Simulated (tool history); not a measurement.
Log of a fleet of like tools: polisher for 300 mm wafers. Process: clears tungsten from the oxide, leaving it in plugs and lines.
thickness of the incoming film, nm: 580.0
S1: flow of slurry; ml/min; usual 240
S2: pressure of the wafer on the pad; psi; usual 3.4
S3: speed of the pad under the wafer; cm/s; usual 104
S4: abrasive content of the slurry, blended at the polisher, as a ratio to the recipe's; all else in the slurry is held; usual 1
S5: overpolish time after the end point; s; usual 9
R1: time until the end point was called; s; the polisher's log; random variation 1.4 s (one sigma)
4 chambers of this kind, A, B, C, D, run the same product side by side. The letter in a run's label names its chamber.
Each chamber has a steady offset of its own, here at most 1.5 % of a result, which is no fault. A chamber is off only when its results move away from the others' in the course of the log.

Run 1D, hour 3.2: usual settings. Result: R1 126.67 s.
At hour 5.5: chamber C: slurry tank refilled with fresh slurry and peroxide.
At hour 5.6: chamber D: slurry tank refilled with fresh slurry and peroxide.
Run 2C, hour 10.3: usual settings. Result: R1 126.93 s.
At hour 14.9: chamber C: worn pad replaced by a new one.
Run 3B, hour 15.7: usual settings. Result: R1 125.18 s.
Run 4A, hour 19.9: usual settings. Result: R1 127.06 s.
At hour 26.6: chamber C: slurry blender recalibrated.
Run 5A, hour 26.7: usual settings. Result: R1 123.80 s.
Run 6D, hour 31.4: usual settings. Result: R1 123.60 s.
Run 7C, hour 36.1: usual settings. Result: R1 126.62 s.
At hour 39.0: chamber D: head pressure recalibrated.
Run 8B, hour 41.2: usual settings. Result: R1 125.50 s.
Run 9C, hour 46.0: usual settings. Result: R1 124.88 s.
At hour 48.2: chamber B: worn pad replaced by a new one.
Run 10D, hour 49.3: usual settings. Result: R1 140.71 s.
At hour 51.5: chamber A: slurry nozzle cleaned.
Run 11A, hour 55.3: usual settings. Result: R1 126.35 s.
At hour 57.8: chamber D: slurry tank refilled with fresh slurry and peroxide.
Run 12B, hour 60.1: usual settings. Result: R1 127.29 s.
At hour 64.5: chamber B: head pressure recalibrated.
Run 13D, hour 65.4: usual settings. Result: R1 141.79 s.
At hour 67.3: chamber D: worn pad replaced by a new one.
At hour 70.5: chamber A: slurry tank refilled with fresh slurry and peroxide.
At hour 70.7: chamber C: head pressure recalibrated.
Run 14C, hour 71.6: usual settings. Result: R1 130.00 s.
At hour 76.7: chamber A: worn pad replaced by a new one.
Run 15A, hour 77.1: usual settings. Result: R1 126.25 s.
At hour 79.7: chamber B: slurry blender recalibrated.
Run 16B, hour 81.7: usual settings. Result: R1 126.79 s.
Run 17B, hour 86.0: usual settings. Result: R1 128.37 s.
Run 18D, hour 89.2: usual settings. Result: R1 141.24 s.
Run 19A, hour 93.3: usual settings. Result: R1 123.46 s.
Run 20C, hour 98.3: usual settings. Result: R1 123.69 s.
At hour 99.8: chamber C: worn pad replaced by a new one.
Run 21A, hour 105.2: usual settings. Result: R1 124.56 s.
Run 22D, hour 109.6: usual settings. Result: R1 142.12 s.
Run 23B, hour 113.1: usual settings. Result: R1 129.97 s.
Run 24C, hour 117.1: usual settings. Result: R1 127.03 s.
Run 25A, hour 120.9: usual settings. Result: R1 124.19 s.

All 4 chambers run these settings next. Forecast each chamber's results:
Run 26A, hour 125.9: usual settings. Result: R1 ?.
Run 26B, hour 125.9: usual settings. Result: R1 ?.
Run 26C, hour 125.9: usual settings. Result: R1 ?.
Run 26D, hour 125.9: usual settings. Result: R1 ?.

run      R1
26A  126.84
26B  127.01
26C  124.62
26D  142.12

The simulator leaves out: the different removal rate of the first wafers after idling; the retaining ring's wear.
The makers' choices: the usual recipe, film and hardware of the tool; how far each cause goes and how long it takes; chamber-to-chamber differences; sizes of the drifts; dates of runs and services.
